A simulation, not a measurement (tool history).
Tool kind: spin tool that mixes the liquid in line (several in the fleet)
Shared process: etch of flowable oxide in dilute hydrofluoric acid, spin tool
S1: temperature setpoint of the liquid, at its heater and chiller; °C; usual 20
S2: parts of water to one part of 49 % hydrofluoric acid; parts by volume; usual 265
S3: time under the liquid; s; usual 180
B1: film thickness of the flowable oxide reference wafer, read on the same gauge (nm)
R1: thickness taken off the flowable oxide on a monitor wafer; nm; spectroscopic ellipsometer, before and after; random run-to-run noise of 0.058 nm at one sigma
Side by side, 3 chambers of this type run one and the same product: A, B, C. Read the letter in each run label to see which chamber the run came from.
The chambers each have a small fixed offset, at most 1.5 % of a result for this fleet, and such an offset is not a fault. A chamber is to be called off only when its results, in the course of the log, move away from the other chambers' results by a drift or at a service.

{"run": "1C", "hour": 6.1, "S1": 20, "S2": 265, "S3": 180, "B1": 70.023, "R1": 10.826}
{"run": "2B", "hour": 12.2, "S1": 20, "S2": 265, "S3": 180, "B1": 69.973, "R1": 10.876}
{"run": "3A", "hour": 21.5, "S1": 20, "S2": 265, "S3": 180, "B1": 70.01, "R1": 10.921}
{"run": "4C", "hour": 26.9, "S1": 20, "S2": 265, "S3": 180, "B1": 69.992, "R1": 10.785}
{"run": "5A", "hour": 36.2, "S1": 20, "S2": 265, "S3": 180, "B1": 69.981, "R1": 10.896}
{"run": "6B", "hour": 44.4, "S1": 17, "S2": 265, "S3": 180, "B1": 69.987, "R1": 9.742}
{"run": "7C", "hour": 53.1, "S1": 17, "S2": 265, "S3": 180, "B1": 70.025, "R1": 9.6387}
{"run": "8B", "hour": 59.2, "S1": 17, "S2": 265, "S3": 180, "B1": 69.983, "R1": 9.6809}
{"run": "9A", "hour": 68.7, "S1": 20, "S2": 265, "S3": 180, "B1": 70.025, "R1": 10.942}
{"run": "10B", "hour": 74.4, "S1": 20, "S2": 390, "S3": 180, "B1": 70.046, "R1": 6.6898}
{"run": "11C", "hour": 84.2, "S1": 20, "S2": 390, "S3": 180, "B1": 70.012, "R1": 6.5853}
{"run": "12A", "hour": 93.9, "S1": 20, "S2": 390, "S3": 180, "B1": 70.003, "R1": 6.6476}
{"run": "13C", "hour": 101.2, "S1": 20, "S2": 265, "S3": 180, "B1": 69.979, "R1": 10.783}
{"run": "14A", "hour": 107.5, "S1": 20, "S2": 265, "S3": 180, "B1": 69.966, "R1": 10.856}
{"run": "15B", "hour": 116.0, "S1": 20, "S2": 265, "S3": 180, "B1": 70.009, "R1": 11.207}
{"run": "16C", "hour": 125.3, "S1": 20, "S2": 265, "S3": 90, "B1": 70.044, "R1": 5.3767}
{"run": "17B", "hour": 135.1, "S1": 20, "S2": 265, "S3": 90, "B1": 69.979, "R1": 5.6284}
{"run": "18A", "hour": 141.9, "S1": 20, "S2": 265, "S3": 90, "B1": 70.002, "R1": 5.464}
{"run": "19B", "hour": 149.1, "S1": 20, "S2": 265, "S3": 180, "B1": 69.993, "R1": 11.258}
{"run": "20A", "hour": 154.9, "S1": 20, "S2": 265, "S3": 180, "B1": 70.002, "R1": 10.918}
{"run": "21C", "hour": 162.3, "S1": 24, "S2": 265, "S3": 180, "B1": 70.003, "R1": 12.401}
{"run": "22C", "hour": 170.7, "S1": 24, "S2": 265, "S3": 180, "B1": 69.967, "R1": 12.452}
{"hour": 173.6, "done": "chamber C: thermometer replaced"}
{"run": "23A", "hour": 175.7, "S1": 24, "S2": 265, "S3": 180, "B1": 70.024, "R1": 12.581}
{"run": "24B", "hour": 180.4, "S1": 20, "S2": 265, "S3": 180, "B1": 69.992, "R1": 11.433}
{"run": "25B", "hour": 185.0, "S1": 20, "S2": 265, "S3": 180, "B1": 70.004, "R1": 11.544}
{"run": "26A", "hour": 192.6, "S1": 20, "S2": 265, "S3": 180, "B1": 69.997, "R1": 10.989}
{"run": "27C", "hour": 199.0, "S1": 20, "S2": 265, "S3": 180, "B1": 69.97, "R1": 10.739}
{"run": "28B", "hour": 203.5, "S1": 20, "S2": 265, "S3": 180, "B1": 70.028, "R1": 11.484}
{"run": "29A", "hour": 209.0, "S1": 20, "S2": 265, "S3": 180, "B1": 70.019, "R1": 10.973}
{"run": "30C", "hour": 214.4, "S1": 20, "S2": 265, "S3": 180, "B1": 69.99, "R1": 10.764}
{"run": "31A", "hour": 224.7, "S1": 20, "S2": 265, "S3": 180, "B1": 69.989, "R1": 10.94}

Has any chamber moved away from the others, gradually or after a service, or does the common gauge drift, or do the chambers differ only by their own small steady offsets? State the chamber and the most likely cause if one applies.

Chamber B drifts away from the others.
What lies behind it: hydrofluoric acid flow above the setpoint (%) = 6.04.
Not necessarily distinguishable in this log from: liquid hotter than its thermometer reads (K).

Chamber B could run next with any of the 4 candidate recipes listed below; each alters the usual settings, and their results appear as question marks. Which one brings its results back in line with what the other chambers deliver on the usual settings?
Allowed miss from the other chambers' usual-settings mean, per result, to count as in line: R1 0.2 nm
{"run": "32B-1", "hour": 232.1, "S1": 20, "S2": 280, "S3": 165, "R1": "?"}
{"run": "32B-2", "hour": 232.1, "S1": 20, "S2": 250, "S3": 180, "R1": "?"}
{"run": "32B-3", "hour": 232.1, "S1": 20, "S2": 265, "S3": 210, "R1": "?"}
{"run": "32B-4", "hour": 232.1, "S1": 20, "S2": 275, "S3": 175, "R1": "?"}

Average result of the remaining chambers running the usual settings: R1 10.837 nm
run=32B-1 R1=9.9979
run=32B-2 R1=12.57
run=32B-3 R1=13.636
run=32B-4 R1=10.847
With 32B-4, the chamber falls back in line with the rest.
